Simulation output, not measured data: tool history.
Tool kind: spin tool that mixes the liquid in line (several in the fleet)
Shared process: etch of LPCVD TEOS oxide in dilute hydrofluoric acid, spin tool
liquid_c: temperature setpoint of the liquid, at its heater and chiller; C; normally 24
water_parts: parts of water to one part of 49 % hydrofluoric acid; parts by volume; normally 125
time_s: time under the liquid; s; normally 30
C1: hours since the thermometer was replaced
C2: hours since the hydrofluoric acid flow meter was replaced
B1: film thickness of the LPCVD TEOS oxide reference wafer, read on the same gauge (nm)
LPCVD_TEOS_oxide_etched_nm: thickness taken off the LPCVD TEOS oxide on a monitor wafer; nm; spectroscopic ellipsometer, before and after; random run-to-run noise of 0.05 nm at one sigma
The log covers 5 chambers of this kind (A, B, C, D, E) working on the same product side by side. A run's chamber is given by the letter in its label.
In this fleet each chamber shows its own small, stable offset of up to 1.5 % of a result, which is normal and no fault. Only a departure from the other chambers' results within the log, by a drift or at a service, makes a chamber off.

{"run": "1A", "hour": 6.4, "liquid_c": 24, "water_parts": 125, "time_s": 30, "C1": 907, "C2": 100.8, "B1": 60.013, "LPCVD_TEOS_oxide_etched_nm": 5.7311}
{"run": "2B", "hour": 13.0, "liquid_c": 24, "water_parts": 125, "time_s": 30, "C1": 114.6, "C2": 1189.9, "B1": 59.994, "LPCVD_TEOS_oxide_etched_nm": 5.6608}
{"run": "3D", "hour": 19.5, "liquid_c": 24, "water_parts": 125, "time_s": 30, "C1": 1421.4, "C2": 441.2, "B1": 60, "LPCVD_TEOS_oxide_etched_nm": 5.7525}
{"run": "4E", "hour": 24.7, "liquid_c": 24, "water_parts": 125, "time_s": 30, "C1": 460.9, "C2": 529, "B1": 59.984, "LPCVD_TEOS_oxide_etched_nm": 5.6495}
{"run": "5C", "hour": 32.1, "liquid_c": 24, "water_parts": 125, "time_s": 30, "C1": 193.8, "C2": 429.1, "B1": 60.011, "LPCVD_TEOS_oxide_etched_nm": 5.7247}
{"run": "6D", "hour": 37.7, "liquid_c": 24, "water_parts": 125, "time_s": 30, "C1": 1439.6, "C2": 459.4, "B1": 60.005, "LPCVD_TEOS_oxide_etched_nm": 5.7834}
{"run": "7E", "hour": 45.9, "liquid_c": 24, "water_parts": 125, "time_s": 30, "C1": 482.1, "C2": 550.2, "B1": 60.016, "LPCVD_TEOS_oxide_etched_nm": 5.6475}
{"run": "8C", "hour": 51.4, "liquid_c": 24, "water_parts": 125, "time_s": 30, "C1": 213.1, "C2": 448.4, "B1": 60.003, "LPCVD_TEOS_oxide_etched_nm": 5.7838}
{"run": "9A", "hour": 60.0, "liquid_c": 24, "water_parts": 125, "time_s": 30, "C1": 960.6, "C2": 154.4, "B1": 59.988, "LPCVD_TEOS_oxide_etched_nm": 5.7526}
{"run": "10B", "hour": 64.9, "liquid_c": 24, "water_parts": 125, "time_s": 30, "C1": 166.5, "C2": 1241.8, "B1": 60.007, "LPCVD_TEOS_oxide_etched_nm": 5.6593}
{"run": "11E", "hour": 70.9, "liquid_c": 24, "water_parts": 125, "time_s": 45, "C1": 507.1, "C2": 575.2, "B1": 59.983, "LPCVD_TEOS_oxide_etched_nm": 8.6388}
{"run": "12B", "hour": 80.0, "liquid_c": 24, "water_parts": 125, "time_s": 45, "C1": 181.6, "C2": 1256.9, "B1": 60.014, "LPCVD_TEOS_oxide_etched_nm": 8.4923}
{"run": "13C", "hour": 86.4, "liquid_c": 24, "water_parts": 125, "time_s": 45, "C1": 248.1, "C2": 483.4, "B1": 60.026, "LPCVD_TEOS_oxide_etched_nm": 8.6838}
{"run": "14A", "hour": 92.5, "liquid_c": 24, "water_parts": 125, "time_s": 45, "C1": 993.1, "C2": 186.9, "B1": 59.987, "LPCVD_TEOS_oxide_etched_nm": 8.6014}
{"run": "15D", "hour": 97.3, "liquid_c": 24, "water_parts": 125, "time_s": 45, "C1": 1499.2, "C2": 519, "B1": 60.006, "LPCVD_TEOS_oxide_etched_nm": 8.7953}
{"run": "16D", "hour": 101.6, "liquid_c": 20.5, "water_parts": 100, "time_s": 30, "C1": 1503.5, "C2": 523.3, "B1": 59.984, "LPCVD_TEOS_oxide_etched_nm": 6.5357}
{"run": "17C", "hour": 110.5, "liquid_c": 20.5, "water_parts": 100, "time_s": 30, "C1": 272.2, "C2": 507.5, "B1": 60.02, "LPCVD_TEOS_oxide_etched_nm": 6.518}
{"run": "18B", "hour": 118.7, "liquid_c": 20.5, "water_parts": 100, "time_s": 30, "C1": 220.3, "C2": 1295.6, "B1": 60.028, "LPCVD_TEOS_oxide_etched_nm": 6.3993}
{"run": "19E", "hour": 127.6, "liquid_c": 20.5, "water_parts": 100, "time_s": 30, "C1": 563.8, "C2": 631.9, "B1": 59.995, "LPCVD_TEOS_oxide_etched_nm": 6.3487}
{"run": "20A", "hour": 136.4, "liquid_c": 20.5, "water_parts": 100, "time_s": 30, "C1": 1037, "C2": 230.8, "B1": 60.001, "LPCVD_TEOS_oxide_etched_nm": 6.3095}
{"run": "21D", "hour": 142.8, "liquid_c": 24, "water_parts": 155, "time_s": 30, "C1": 1544.7, "C2": 564.5, "B1": 59.986, "LPCVD_TEOS_oxide_etched_nm": 4.718}
{"run": "22A", "hour": 148.9, "liquid_c": 24, "water_parts": 155, "time_s": 30, "C1": 1049.5, "C2": 243.3, "B1": 59.982, "LPCVD_TEOS_oxide_etched_nm": 4.5218}
{"run": "23B", "hour": 154.9, "liquid_c": 24, "water_parts": 155, "time_s": 30, "C1": 256.5, "C2": 1331.8, "B1": 60.007, "LPCVD_TEOS_oxide_etched_nm": 4.4929}
{"run": "24E", "hour": 161.3, "liquid_c": 24, "water_parts": 155, "time_s": 30, "C1": 597.5, "C2": 665.6, "B1": 59.98, "LPCVD_TEOS_oxide_etched_nm": 4.4553}
{"run": "25C", "hour": 169.5, "liquid_c": 24, "water_parts": 155, "time_s": 30, "C1": 331.2, "C2": 566.5, "B1": 60.008, "LPCVD_TEOS_oxide_etched_nm": 4.548}
{"run": "26D", "hour": 175.4, "liquid_c": 24, "water_parts": 125, "time_s": 30, "C1": 1577.3, "C2": 597.1, "B1": 59.987, "LPCVD_TEOS_oxide_etched_nm": 6.0928}
{"run": "27E", "hour": 183.8, "liquid_c": 24, "water_parts": 125, "time_s": 30, "C1": 620, "C2": 688.1, "B1": 60.011, "LPCVD_TEOS_oxide_etched_nm": 5.7133}
{"run": "28B", "hour": 188.4, "liquid_c": 24, "water_parts": 125, "time_s": 30, "C1": 290, "C2": 1365.3, "B1": 60.009, "LPCVD_TEOS_oxide_etched_nm": 5.7153}
{"run": "29A", "hour": 194.2, "liquid_c": 24, "water_parts": 125, "time_s": 30, "C1": 1094.8, "C2": 288.6, "B1": 60.015, "LPCVD_TEOS_oxide_etched_nm": 5.6123}
{"run": "30C", "hour": 202.0, "liquid_c": 24, "water_parts": 125, "time_s": 30, "C1": 363.7, "C2": 599, "B1": 60.006, "LPCVD_TEOS_oxide_etched_nm": 5.7803}
{"run": "31D", "hour": 208.5, "liquid_c": 24, "water_parts": 125, "time_s": 30, "C1": 1610.4, "C2": 630.2, "B1": 60.01, "LPCVD_TEOS_oxide_etched_nm": 6.1837}
{"run": "32C", "hour": 215.2, "liquid_c": 24, "water_parts": 125, "time_s": 30, "C1": 376.9, "C2": 612.2, "B1": 59.994, "LPCVD_TEOS_oxide_etched_nm": 5.8301}
{"run": "33E", "hour": 219.8, "liquid_c": 24, "water_parts": 125, "time_s": 30, "C1": 656, "C2": 724.1, "B1": 60.001, "LPCVD_TEOS_oxide_etched_nm": 5.7}
{"run": "34B", "hour": 227.9, "liquid_c": 24, "water_parts": 125, "time_s": 30, "C1": 329.5, "C2": 1404.8, "B1": 59.992, "LPCVD_TEOS_oxide_etched_nm": 5.6856}
{"run": "35A", "hour": 237.6, "liquid_c": 24, "water_parts": 125, "time_s": 30, "C1": 1138.2, "C2": 332, "B1": 59.988, "LPCVD_TEOS_oxide_etched_nm": 5.6915}
{"run": "36E", "hour": 246.3, "liquid_c": 24, "water_parts": 125, "time_s": 30, "C1": 682.5, "C2": 750.6, "B1": 59.968, "LPCVD_TEOS_oxide_etched_nm": 5.7164}
{"run": "37A", "hour": 255.3, "liquid_c": 24, "water_parts": 125, "time_s": 30, "C1": 1155.9, "C2": 349.7, "B1": 59.996, "LPCVD_TEOS_oxide_etched_nm": 5.7813}

Is one chamber off against the others, does the gauge drift, or is nothing wrong? If a chamber is off, say which, and what the likeliest cause is.

Chamber D drifts away from the others.
Cause: hydrofluoric acid flow above the setpoint (%) = 9.58.
The log may not separate it from: liquid hotter than its thermometer reads (K).

Chamber D could run next with any of the 4 candidate recipes listed below; each alters the usual settings, and their results appear as question marks. Which one brings its results back in line with what the other chambers deliver on the usual settings?
A result is in line if it is within this distance of the other chambers' mean on the usual settings: LPCVD_TEOS_oxide_etched_nm 0.17 nm
{"run": "38D-1", "hour": 262.4, "liquid_c": 21.5, "water_parts": 125, "time_s": 30, "LPCVD_TEOS_oxide_etched_nm": "?"}
{"run": "38D-2", "hour": 262.4, "liquid_c": 24, "water_parts": 125, "time_s": 35, "LPCVD_TEOS_oxide_etched_nm": "?"}
{"run": "38D-3", "hour": 262.4, "liquid_c": 24, "water_parts": 115, "time_s": 30, "LPCVD_TEOS_oxide_etched_nm": "?"}
{"run": "38D-4", "hour": 262.4, "liquid_c": 20, "water_parts": 125, "time_s": 30, "LPCVD_TEOS_oxide_etched_nm": "?"}

The mean the other chambers reach with the usual settings: LPCVD_TEOS_oxide_etched_nm 5.725 nm
run=38D-1 LPCVD_TEOS_oxide_etched_nm=5.722
run=38D-2 LPCVD_TEOS_oxide_etched_nm=7.3777
run=38D-3 LPCVD_TEOS_oxide_etched_nm=6.9413
run=38D-4 LPCVD_TEOS_oxide_etched_nm=5.3809
38D-1 is the one that brings the chamber's results back in line with the other chambers.

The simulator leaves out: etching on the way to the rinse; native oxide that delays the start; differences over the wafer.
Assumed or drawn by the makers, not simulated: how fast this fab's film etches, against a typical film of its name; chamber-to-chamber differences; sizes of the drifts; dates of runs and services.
